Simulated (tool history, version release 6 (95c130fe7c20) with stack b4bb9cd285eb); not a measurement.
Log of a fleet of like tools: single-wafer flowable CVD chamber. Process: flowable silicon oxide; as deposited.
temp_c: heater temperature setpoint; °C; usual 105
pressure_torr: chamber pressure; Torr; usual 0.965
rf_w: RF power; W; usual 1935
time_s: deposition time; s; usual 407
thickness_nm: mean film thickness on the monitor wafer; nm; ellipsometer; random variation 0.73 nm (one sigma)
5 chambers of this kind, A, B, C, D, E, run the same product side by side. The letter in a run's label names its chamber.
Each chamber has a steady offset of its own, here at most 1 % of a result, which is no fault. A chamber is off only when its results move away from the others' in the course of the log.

run,day,temp_c,pressure_torr,rf_w,time_s,hours since the last thermocouple change,hours since the last RF generator calibration,hours since the last manometer calibration,"read-back reference wafer on the same gauge, thickness_nm",thickness_nm
1D,0.212,105,0.965,1935,407,72.5,682.0,1035.0,272.88,263.94
2A,0.379,105,0.965,1935,407,1877.5,121.5,1593.1,273.25,264.27
3E,0.608,105,0.965,1935,407,555.3,867.3,871.1,272.84,264.42
4C,0.833,105,0.965,1935,407,612.1,917.8,981.6,272.88,261.57
5B,0.988,105,0.965,1935,407,1735.0,264.7,523.9,272.87,262.83
6D,1.262,105,0.965,1935,407,97.7,707.2,1060.2,272.84,262.90
7E,1.479,105,0.965,1935,407,576.2,888.2,892.0,273.07,264.37
8C,1.767,105,0.965,1935,407,634.5,940.2,1004.0,272.93,260.68
9A,1.933,105,0.965,1935,407,1914.8,158.8,1630.4,272.98,264.10
10B,2.183,105,0.965,1935,407,1763.7,293.4,552.6,272.96,263.18
11E,2.375,105,0.965,1935,407,597.7,909.7,913.5,273.04,265.53
12D,2.571,105,0.965,1935,407,129.1,738.6,1091.6,272.88,262.60
13A,2.862,105,0.965,1935,407,1937.1,181.1,1652.7,273.02,265.36
14B,3.008,105,0.965,1935,407,1783.5,313.2,572.4,272.98,263.38
# day 3.096: chamber C: capacitance manometer re-zeroed and calibrated
15C,3.300,105,0.965,1935,407,671.3,977.0,5.0,273.09,260.71
16C,3.458,105,0.965,1935,407,675.1,980.8,8.8,272.91,261.19
17D,3.633,105,0.965,1935,407,154.6,764.1,1117.1,273.21,263.49
# day 3.758: chamber D: RF generator calibrated
18B,3.925,105,0.965,1935,407,1805.5,335.2,594.4,272.96,262.83
19A,4.142,105,0.965,1935,407,1967.8,211.8,1683.4,272.96,265.99
20E,4.304,105,0.965,1935,407,644.0,956.0,959.8,273.28,264.60
21C,4.438,105,0.965,1935,407,698.6,1004.3,32.3,273.21,261.89
22D,4.612,105,0.965,1935,407,178.1,20.5,1140.6,273.21,264.47
23E,4.904,105,0.965,1935,407,658.4,970.4,974.2,272.83,264.65
24B,5.058,105,0.965,1935,407,1832.7,362.4,621.6,272.93,262.48
25A,5.271,95,0.965,1935,407,1994.9,238.9,1710.5,273.03,370.44
26B,5.492,95,0.965,1935,407,1843.1,372.8,632.0,273.00,370.30
27A,5.629,95,0.965,1935,407,2003.5,247.5,1719.1,273.13,372.65
28D,5.792,95,0.965,1935,407,206.4,48.8,1168.9,272.96,368.82
29E,6.067,95,0.965,1935,407,686.3,998.3,1002.1,272.93,366.18
30C,6.342,113,0.965,1665,407,744.3,1050.0,78.0,272.97,195.20
31B,6.558,113,0.965,1665,407,1868.7,398.4,657.6,273.13,195.05
32E,6.796,113,0.965,1665,407,703.8,1015.8,1019.6,273.06,196.82
33C,6.962,113,0.965,1665,407,759.2,1064.9,92.9,273.00,195.57
34D,7.225,113,0.965,1665,407,240.8,83.2,1203.3,272.89,195.22
35A,7.454,105,0.965,1935,407,2047.3,291.3,1762.9,272.99,268.41
36A,7.738,105,0.965,1935,407,2054.1,298.1,1769.7,272.97,268.02
37E,7.929,105,0.965,1935,407,731.0,1043.0,1046.8,273.05,264.63
38C,8.092,105,0.965,1935,407,786.3,1092.0,120.0,272.97,262.24
39D,8.321,105,0.965,1935,407,267.1,109.5,1229.6,272.85,264.38
40B,8.612,105,0.965,1935,407,1918.0,447.7,706.9,273.13,262.80

What goes on in this fleet: one chamber off, a drifting gauge, or nothing beyond the chambers' own small offsets? Name the chamber and the cause, if any.

Chamber A drifts away from the others.
Cause: wafer temperature below the value expected at the setpoint (K) = 0.723.
The log may not tell that from: true pressure above the setpoint (%).

Here are 4 candidates for chamber A's next run, each the usual settings with a change, their results left as question marks. Which one brings its results back in line with what the others give on the usual settings?
In line means no further than this from the other chambers' mean on the usual settings: thickness_nm 2.60 nm
41A-1,8.825,106,0.956,1935,405,,,,,?
41A-2,8.825,105,0.950,1935,404,,,,,?
41A-3,8.825,105,0.986,1935,407,,,,,?
41A-4,8.825,105,0.991,1935,413,,,,,?

The other chambers' mean on the usual settings: thickness_nm 263.07 nm
run,thickness_nm
41A-1,257.19
41A-2,263.10
41A-3,277.51
41A-4,283.36
41A-2 brings the chamber back in line.
